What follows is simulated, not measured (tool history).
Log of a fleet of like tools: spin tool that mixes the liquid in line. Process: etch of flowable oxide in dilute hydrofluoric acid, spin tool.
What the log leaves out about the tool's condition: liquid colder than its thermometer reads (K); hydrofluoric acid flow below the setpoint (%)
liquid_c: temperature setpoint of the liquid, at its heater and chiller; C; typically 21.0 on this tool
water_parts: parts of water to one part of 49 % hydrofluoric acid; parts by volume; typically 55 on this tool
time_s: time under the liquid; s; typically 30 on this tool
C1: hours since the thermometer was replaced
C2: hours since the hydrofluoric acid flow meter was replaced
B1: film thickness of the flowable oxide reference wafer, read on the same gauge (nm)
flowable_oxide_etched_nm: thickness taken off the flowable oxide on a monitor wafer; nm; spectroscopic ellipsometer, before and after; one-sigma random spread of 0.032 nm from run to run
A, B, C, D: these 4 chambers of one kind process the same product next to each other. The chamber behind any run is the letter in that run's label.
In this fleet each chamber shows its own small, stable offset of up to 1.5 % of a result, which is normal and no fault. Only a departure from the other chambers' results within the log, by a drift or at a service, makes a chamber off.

{"run": "1B", "day": 0.158, "liquid_c": 21.0, "water_parts": 55, "time_s": 30, "C1": 1197.6, "C2": 753.4, "B1": 29.979, "flowable_oxide_etched_nm": 10.59}
{"run": "2A", "day": 0.433, "liquid_c": 21.0, "water_parts": 55, "time_s": 30, "C1": 521.9, "C2": 305.2, "B1": 29.971, "flowable_oxide_etched_nm": 10.641}
{"run": "3D", "day": 0.75, "liquid_c": 21.0, "water_parts": 55, "time_s": 30, "C1": 499.5, "C2": 1227.6, "B1": 30.054, "flowable_oxide_etched_nm": 10.577}
{"run": "4C", "day": 1.071, "liquid_c": 21.0, "water_parts": 55, "time_s": 30, "C1": 421.4, "C2": 42.2, "B1": 30.004, "flowable_oxide_etched_nm": 10.615}
{"run": "5A", "day": 1.379, "liquid_c": 21.0, "water_parts": 35, "time_s": 30, "C1": 544.6, "C2": 327.9, "B1": 29.998, "flowable_oxide_etched_nm": 17.231}
{"run": "6D", "day": 1.6, "liquid_c": 21.0, "water_parts": 35, "time_s": 30, "C1": 519.9, "C2": 1248.0, "B1": 30.004, "flowable_oxide_etched_nm": 17.039}
{"run": "7C", "day": 1.879, "liquid_c": 21.0, "water_parts": 35, "time_s": 30, "C1": 440.8, "C2": 61.6, "B1": 29.976, "flowable_oxide_etched_nm": 17.436}
{"run": "8B", "day": 2.229, "liquid_c": 21.0, "water_parts": 35, "time_s": 30, "C1": 1247.3, "C2": 803.1, "B1": 29.994, "flowable_oxide_etched_nm": 17.178}
{"run": "9B", "day": 2.579, "liquid_c": 21.0, "water_parts": 55, "time_s": 30, "C1": 1255.7, "C2": 811.5, "B1": 30.019, "flowable_oxide_etched_nm": 10.617}
{"run": "10C", "day": 2.892, "liquid_c": 17.0, "water_parts": 65, "time_s": 30, "C1": 465.1, "C2": 85.9, "B1": 29.992, "flowable_oxide_etched_nm": 7.5215}
{"run": "11A", "day": 3.154, "liquid_c": 17.0, "water_parts": 65, "time_s": 30, "C1": 587.2, "C2": 370.5, "B1": 29.988, "flowable_oxide_etched_nm": 7.4009}
{"run": "12D", "day": 3.433, "liquid_c": 17.0, "water_parts": 65, "time_s": 30, "C1": 563.9, "C2": 1292.0, "B1": 29.959, "flowable_oxide_etched_nm": 7.4213}
{"run": "13B", "day": 3.679, "liquid_c": 17.0, "water_parts": 65, "time_s": 30, "C1": 1282.1, "C2": 837.9, "B1": 29.985, "flowable_oxide_etched_nm": 7.5669}
{"run": "14A", "day": 3.954, "liquid_c": 21.0, "water_parts": 55, "time_s": 30, "C1": 606.4, "C2": 389.7, "B1": 30.015, "flowable_oxide_etched_nm": 10.591}
{"run": "15C", "day": 4.125, "liquid_c": 21.0, "water_parts": 55, "time_s": 30, "C1": 494.7, "C2": 115.5, "B1": 30.045, "flowable_oxide_etched_nm": 10.721}
{"run": "16D", "day": 4.321, "liquid_c": 21.0, "water_parts": 55, "time_s": 30, "C1": 585.2, "C2": 1313.3, "B1": 30.028, "flowable_oxide_etched_nm": 10.423}
{"run": "17C", "day": 4.646, "liquid_c": 21.0, "water_parts": 55, "time_s": 30, "C1": 507.2, "C2": 128.0, "B1": 29.983, "flowable_oxide_etched_nm": 10.682}
{"run": "18A", "day": 4.879, "liquid_c": 21.0, "water_parts": 55, "time_s": 30, "C1": 628.6, "C2": 411.9, "B1": 29.975, "flowable_oxide_etched_nm": 10.634}
{"run": "19D", "day": 5.188, "liquid_c": 21.0, "water_parts": 55, "time_s": 30, "C1": 606.0, "C2": 1334.1, "B1": 30.012, "flowable_oxide_etched_nm": 10.43}
{"run": "20B", "day": 5.388, "liquid_c": 21.0, "water_parts": 55, "time_s": 30, "C1": 1323.1, "C2": 878.9, "B1": 30.024, "flowable_oxide_etched_nm": 10.632}
{"run": "21A", "day": 5.717, "liquid_c": 21.0, "water_parts": 55, "time_s": 30, "C1": 648.7, "C2": 432.0, "B1": 30.0, "flowable_oxide_etched_nm": 10.551}
{"run": "22C", "day": 5.967, "liquid_c": 21.0, "water_parts": 55, "time_s": 30, "C1": 538.9, "C2": 159.7, "B1": 30.006, "flowable_oxide_etched_nm": 10.641}
{"run": "23B", "day": 6.162, "liquid_c": 21.0, "water_parts": 80, "time_s": 30, "C1": 1341.7, "C2": 897.5, "B1": 30.013, "flowable_oxide_etched_nm": 7.1542}
{"run": "24D", "day": 6.521, "liquid_c": 21.0, "water_parts": 80, "time_s": 30, "C1": 638.0, "C2": 1366.1, "B1": 30.041, "flowable_oxide_etched_nm": 6.9481}
{"run": "25C", "day": 6.679, "liquid_c": 21.0, "water_parts": 80, "time_s": 30, "C1": 556.0, "C2": 176.8, "B1": 30.018, "flowable_oxide_etched_nm": 7.0883}
{"run": "26A", "day": 6.946, "liquid_c": 21.0, "water_parts": 80, "time_s": 30, "C1": 678.2, "C2": 461.5, "B1": 30.05, "flowable_oxide_etched_nm": 7.0317}
{"run": "27B", "day": 7.125, "liquid_c": 21.0, "water_parts": 55, "time_s": 30, "C1": 1364.8, "C2": 920.6, "B1": 29.991, "flowable_oxide_etched_nm": 10.651}
{"run": "28D", "day": 7.462, "liquid_c": 21.0, "water_parts": 55, "time_s": 30, "C1": 660.6, "C2": 1388.7, "B1": 30.028, "flowable_oxide_etched_nm": 10.369}
{"run": "29A", "day": 7.746, "liquid_c": 21.0, "water_parts": 55, "time_s": 30, "C1": 697.4, "C2": 480.7, "B1": 30.036, "flowable_oxide_etched_nm": 10.604}
{"run": "30C", "day": 8.079, "liquid_c": 21.0, "water_parts": 55, "time_s": 30, "C1": 589.6, "C2": 210.4, "B1": 30.026, "flowable_oxide_etched_nm": 10.723}
{"run": "31D", "day": 8.271, "liquid_c": 25.5, "water_parts": 55, "time_s": 35, "C1": 680.0, "C2": 1408.1, "B1": 30.028, "flowable_oxide_etched_nm": 14.597}
{"run": "32B", "day": 8.579, "liquid_c": 25.5, "water_parts": 55, "time_s": 35, "C1": 1399.7, "C2": 955.5, "B1": 30.003, "flowable_oxide_etched_nm": 14.879}
{"run": "33A", "day": 8.892, "liquid_c": 25.5, "water_parts": 55, "time_s": 35, "C1": 724.9, "C2": 508.2, "B1": 29.974, "flowable_oxide_etched_nm": 14.903}
{"day": 9.112, "done": "chamber B: hydrofluoric acid flow meter replaced"}
{"run": "34B", "day": 9.192, "liquid_c": 25.5, "water_parts": 55, "time_s": 35, "C1": 1414.4, "C2": 1.9, "B1": 30.047, "flowable_oxide_etched_nm": 14.934}
{"run": "35C", "day": 9.538, "liquid_c": 21.0, "water_parts": 55, "time_s": 30, "C1": 624.6, "C2": 245.4, "B1": 29.947, "flowable_oxide_etched_nm": 10.622}
{"run": "36D", "day": 9.858, "liquid_c": 21.0, "water_parts": 75, "time_s": 50, "C1": 718.1, "C2": 1446.2, "B1": 30.008, "flowable_oxide_etched_nm": 12.22}
{"run": "37C", "day": 10.142, "liquid_c": 21.0, "water_parts": 75, "time_s": 50, "C1": 639.1, "C2": 259.9, "B1": 30.012, "flowable_oxide_etched_nm": 12.675}
{"run": "38D", "day": 10.467, "liquid_c": 21.0, "water_parts": 75, "time_s": 50, "C1": 732.7, "C2": 1460.8, "B1": 30.025, "flowable_oxide_etched_nm": 12.214}

Is one chamber off against the others, does the gauge drift, or is nothing wrong? If a chamber is off, say which, and what the likeliest cause is.

Chamber D drifts away from the others.
Likeliest cause: liquid colder than its thermometer reads (K) = 0.724.
The log may not tell that from: hydrofluoric acid flow below the setpoint (%).

Chamber D could run next with any of the 4 candidate recipes listed below; each alters the usual settings, and their results appear as question marks. Which one brings its results back in line with what the other chambers deliver on the usual settings?
Counts as in line when no further than this from what the other chambers average on the usual settings: flowable_oxide_etched_nm 0.1100 nm
{"run": "39D-1", "day": 10.725, "liquid_c": 20.0, "water_parts": 55, "time_s": 30, "flowable_oxide_etched_nm": "?"}
{"run": "39D-2", "day": 10.725, "liquid_c": 22.5, "water_parts": 55, "time_s": 30, "flowable_oxide_etched_nm": "?"}
{"run": "39D-3", "day": 10.725, "liquid_c": 19.5, "water_parts": 55, "time_s": 30, "flowable_oxide_etched_nm": "?"}
{"run": "39D-4", "day": 10.725, "liquid_c": 22.0, "water_parts": 55, "time_s": 30, "flowable_oxide_etched_nm": "?"}

What the other chambers average on the usual settings: flowable_oxide_etched_nm 10.6350 nm
run=39D-1 flowable_oxide_etched_nm=9.7827
run=39D-2 flowable_oxide_etched_nm=10.8740
run=39D-3 flowable_oxide_etched_nm=9.5763
run=39D-4 flowable_oxide_etched_nm=10.6490
39D-4 is the one that brings the chamber's results back in line with the other chambers.

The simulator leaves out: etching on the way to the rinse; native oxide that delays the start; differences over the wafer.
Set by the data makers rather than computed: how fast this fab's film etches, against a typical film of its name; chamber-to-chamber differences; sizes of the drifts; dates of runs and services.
